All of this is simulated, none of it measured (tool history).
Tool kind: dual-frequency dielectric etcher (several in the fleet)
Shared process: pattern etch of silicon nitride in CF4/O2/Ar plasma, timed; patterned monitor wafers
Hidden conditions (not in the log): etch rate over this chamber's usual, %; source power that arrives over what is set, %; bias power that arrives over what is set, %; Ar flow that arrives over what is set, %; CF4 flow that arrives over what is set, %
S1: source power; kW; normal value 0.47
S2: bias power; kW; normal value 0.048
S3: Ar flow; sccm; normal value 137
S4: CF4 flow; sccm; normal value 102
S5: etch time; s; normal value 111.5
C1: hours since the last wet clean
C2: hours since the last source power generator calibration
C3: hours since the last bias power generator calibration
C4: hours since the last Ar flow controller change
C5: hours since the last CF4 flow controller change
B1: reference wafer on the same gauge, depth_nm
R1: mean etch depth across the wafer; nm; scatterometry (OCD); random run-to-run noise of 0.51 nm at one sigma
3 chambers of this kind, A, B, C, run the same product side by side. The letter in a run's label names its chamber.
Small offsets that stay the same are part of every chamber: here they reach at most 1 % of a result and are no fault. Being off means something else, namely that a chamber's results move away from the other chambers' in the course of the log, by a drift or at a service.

run	hour	S1	S2	S3	S4	S5	C1	C2	C3	C4	C5	B1	R1
1C	6.5	0.47	0.048	137	102	111.5	180.7	2825.1	1647.1	141.1	85	200.98	189.95
2A	12.2	0.47	0.048	137	102	111.5	35.7	2556.8	4891.9	1800.5	3415.7	201.13	192
3B	19.5	0.47	0.048	137	102	111.5	40.5	763.5	262.6	2632.1	3211	201.05	190.02
4B	23.9	0.47	0.048	137	102	111.5	44.9	767.9	267	2636.5	3215.4	200.98	190.28
5A	31.3	0.47	0.048	137	102	111.5	54.8	2575.9	4911	1819.6	3434.8	201.1	192.5
6C	38.2	0.47	0.048	137	102	111.5	212.4	2856.8	1678.8	172.8	116.7	200.83	189.74
7B	47.7	0.47	0.048	137	102	111.5	68.7	791.7	290.8	2660.3	3239.2	200.95	189.92
8C	52.4	0.47	0.036	106	102	111.5	226.6	2871	1693	187	130.9	200.97	177.34
9A	58.1	0.47	0.036	106	102	111.5	81.6	2602.7	4937.8	1846.4	3461.6	200.92	179.13
10A	65.3	0.47	0.036	106	102	111.5	88.8	2609.9	4945	1853.6	3468.8	200.95	178.35
11C	71.2	0.51	0.048	137	102	111.5	245.4	2889.8	1711.8	205.8	149.7	200.93	204.83
12B	77.5	0.51	0.048	137	102	111.5	98.5	821.5	320.6	2690.1	3269	200.89	204.11
13C	84.5	0.51	0.048	137	102	111.5	258.7	2903.1	1725.1	219.1	163	201.13	204.7
# hour 92.5: chamber B: Ar flow controller replaced
14A	93.9	0.47	0.048	137	102	111.5	117.4	2638.5	4973.6	1882.2	3497.4	200.96	191.85
15B	101.5	0.47	0.048	137	102	111.5	122.5	845.5	344.6	9	3293	201.02	190.52
16A	109	0.47	0.057	137	102	132.5	132.5	2653.6	4988.7	1897.3	3512.5	200.97	243.72
17B	113.2	0.47	0.057	137	102	132.5	134.2	857.2	356.3	20.7	3304.7	200.89	240.89
18C	120.6	0.47	0.057	137	102	132.5	294.8	2939.2	1761.2	255.2	199.1	200.97	242.11
19C	128.1	0.47	0.048	137	102	111.5	302.3	2946.7	1768.7	262.7	206.6	200.91	190.72
20B	136.4	0.47	0.048	137	102	111.5	157.4	880.4	379.5	43.9	3327.9	201.01	190.8
21A	142.9	0.47	0.048	137	102	111.5	166.4	2687.5	5022.6	1931.2	3546.4	201.17	192.15
22B	152.1	0.47	0.048	137	102	111.5	173.1	896.1	395.2	59.6	3343.6	201.08	190.23
23A	159.9	0.47	0.048	137	102	111.5	183.4	2704.5	5039.6	1948.2	3563.4	201.12	191.82
24C	168	0.47	0.048	137	102	111.5	342.2	2986.6	1808.6	302.6	246.5	201.02	190.94

For the next run the whole fleet of 3 chambers uses the same settings. Give each chamber's results:
25A	174.7	0.47	0.043	137	102	111.5							?
25B	174.7	0.47	0.043	137	102	111.5							?
25C	174.7	0.47	0.043	137	102	111.5							?

run	R1
25A	183.4
25B	181.83
25C	182.67
